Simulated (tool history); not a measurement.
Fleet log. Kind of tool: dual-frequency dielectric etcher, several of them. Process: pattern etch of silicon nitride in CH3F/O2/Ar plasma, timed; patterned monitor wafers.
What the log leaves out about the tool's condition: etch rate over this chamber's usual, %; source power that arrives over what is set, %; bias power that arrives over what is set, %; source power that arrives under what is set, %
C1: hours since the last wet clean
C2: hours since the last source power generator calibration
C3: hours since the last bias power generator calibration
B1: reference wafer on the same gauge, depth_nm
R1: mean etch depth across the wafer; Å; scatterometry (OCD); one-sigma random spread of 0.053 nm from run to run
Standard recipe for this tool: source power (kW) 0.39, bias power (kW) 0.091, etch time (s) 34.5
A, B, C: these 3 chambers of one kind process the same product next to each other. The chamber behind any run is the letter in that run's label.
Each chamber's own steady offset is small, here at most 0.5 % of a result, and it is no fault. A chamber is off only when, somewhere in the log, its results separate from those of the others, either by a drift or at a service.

Run 1C, hour 8: usual settings; C1 467.2; C2 1013; C3 100.6; B1 23.398. Result: R1 258.4 Å.
Run 2A, hour 16.1: usual settings; C1 274.9; C2 1570.6; C3 428.3; B1 23.408. Result: R1 260.8 Å.
Run 3B, hour 22.5: usual settings; C1 304.2; C2 2324.3; C3 3557.1; B1 23.399. Result: R1 260.23 Å.
Run 4C, hour 30.5: usual settings; C1 489.7; C2 1035.5; C3 123.1; B1 23.397. Result: R1 258.26 Å.
Run 5A, hour 34.4: usual settings; C1 293.2; C2 1588.9; C3 446.6; B1 23.405. Result: R1 260.83 Å.
Run 6B, hour 39.7: usual settings but etch time (s) 43; C1 321.4; C2 2341.5; C3 3574.3; B1 23.387. Result: R1 325.72 Å.
Run 7C, hour 47.9: usual settings but etch time (s) 43; C1 507.1; C2 1052.9; C3 140.5; B1 23.397. Result: R1 323.11 Å.
Run 8B, hour 52.6: usual settings but etch time (s) 43; C1 334.3; C2 2354.4; C3 3587.2; B1 23.407. Result: R1 324.52 Å.
Run 9A, hour 58.8: usual settings; C1 317.6; C2 1613.3; C3 471; B1 23.404. Result: R1 260.23 Å.
At hour 62.6: chamber C: wet clean of the chamber.
Run 10A, hour 67.4: usual settings; C1 326.2; C2 1621.9; C3 479.6; B1 23.402. Result: R1 260.39 Å.
Run 11C, hour 73.5: usual settings; C1 11; C2 1078.5; C3 166.1; B1 23.395. Result: R1 257.85 Å.
Run 12B, hour 80.7: usual settings; C1 362.4; C2 2382.5; C3 3615.3; B1 23.393. Result: R1 261.37 Å.
Run 13C, hour 88.8: usual settings; C1 26.3; C2 1093.8; C3 181.4; B1 23.408. Result: R1 258.41 Å.
Run 14B, hour 95.8: usual settings; C1 377.5; C2 2397.6; C3 3630.4; B1 23.404. Result: R1 260.76 Å.
Run 15A, hour 99.9: usual settings; C1 358.7; C2 1654.4; C3 512.1; B1 23.414. Result: R1 259.87 Å.
Run 16A, hour 105.6: usual settings but source power (kW) 0.33; C1 364.4; C2 1660.1; C3 517.8; B1 23.4. Result: R1 244.99 Å.
Run 17B, hour 110.3: usual settings but source power (kW) 0.33; C1 392; C2 2412.1; C3 3644.9; B1 23.409. Result: R1 245.02 Å.
Run 18C, hour 118: usual settings but source power (kW) 0.33; C1 55.5; C2 1123; C3 210.6; B1 23.392. Result: R1 243.03 Å.
At hour 122.3: chamber B: wet clean of the chamber.
Run 19C, hour 125.8: usual settings; C1 63.3; C2 1130.8; C3 218.4; B1 23.398. Result: R1 258.34 Å.
Run 20B, hour 131.6: usual settings; C1 9.3; C2 2433.4; C3 3666.2; B1 23.401. Result: R1 259.59 Å.
Run 21A, hour 136.2: usual settings; C1 395; C2 1690.7; C3 548.4; B1 23.396. Result: R1 261.71 Å.
Run 22C, hour 141.6: usual settings; C1 79.1; C2 1146.6; C3 234.2; B1 23.399. Result: R1 258.39 Å.
Run 23B, hour 148.2: usual settings; C1 25.9; C2 2450; C3 3682.8; B1 23.406. Result: R1 259.94 Å.
Run 24A, hour 152.1: usual settings; C1 410.9; C2 1706.6; C3 564.3; B1 23.399. Result: R1 260.29 Å.
Run 25B, hour 161: usual settings; C1 38.7; C2 2462.8; C3 3695.6; B1 23.393. Result: R1 260.67 Å.
Run 26C, hour 164.9: usual settings; C1 102.4; C2 1169.9; C3 257.5; B1 23.399. Result: R1 258.65 Å.
Run 27A, hour 168.9: usual settings but source power (kW) 0.46, bias power (kW) 0.103; C1 427.7; C2 1723.4; C3 581.1; B1 23.394. Result: R1 291.06 Å.
Run 28A, hour 174.3: usual settings but source power (kW) 0.46, bias power (kW) 0.103; C1 433.1; C2 1728.8; C3 586.5; B1 23.385. Result: R1 290.63 Å.
Run 29C, hour 179.5: usual settings but source power (kW) 0.46, bias power (kW) 0.103; C1 117; C2 1184.5; C3 272.1; B1 23.4. Result: R1 286.27 Å.
Run 30B, hour 186.2: usual settings; C1 63.9; C2 2488; C3 3720.8; B1 23.398. Result: R1 261.34 Å.
Run 31C, hour 192.3: usual settings; C1 129.8; C2 1197.3; C3 284.9; B1 23.402. Result: R1 259.25 Å.
Run 32B, hour 196.9: usual settings; C1 74.6; C2 2498.7; C3 3731.5; B1 23.407. Result: R1 261.58 Å.
Run 33A, hour 204.5: usual settings; C1 463.3; C2 1759; C3 616.7; B1 23.4. Result: R1 260.39 Å.
Run 34A, hour 212.1: usual settings; C1 470.9; C2 1766.6; C3 624.3; B1 23.4. Result: R1 261.71 Å.
Run 35B, hour 219.1: usual settings; C1 96.8; C2 2520.9; C3 3753.7; B1 23.396. Result: R1 261.39 Å.
Run 36C, hour 226.2: usual settings; C1 163.7; C2 1231.2; C3 318.8; B1 23.397. Result: R1 258.81 Å.
Run 37A, hour 232: usual settings; C1 490.8; C2 1786.5; C3 644.2; B1 23.399. Result: R1 260.75 Å.

Predict what each chamber gives when all 3 of them run the settings below next.
Run 38A, hour 238.4: usual settings but bias power (kW) 0.083. Result: R1 ?.
Run 38B, hour 238.4: usual settings but bias power (kW) 0.083. Result: R1 ?.
Run 38C, hour 238.4: usual settings but bias power (kW) 0.083. Result: R1 ?.

run      R1
38A  252.22
38B  252.89
38C  249.63

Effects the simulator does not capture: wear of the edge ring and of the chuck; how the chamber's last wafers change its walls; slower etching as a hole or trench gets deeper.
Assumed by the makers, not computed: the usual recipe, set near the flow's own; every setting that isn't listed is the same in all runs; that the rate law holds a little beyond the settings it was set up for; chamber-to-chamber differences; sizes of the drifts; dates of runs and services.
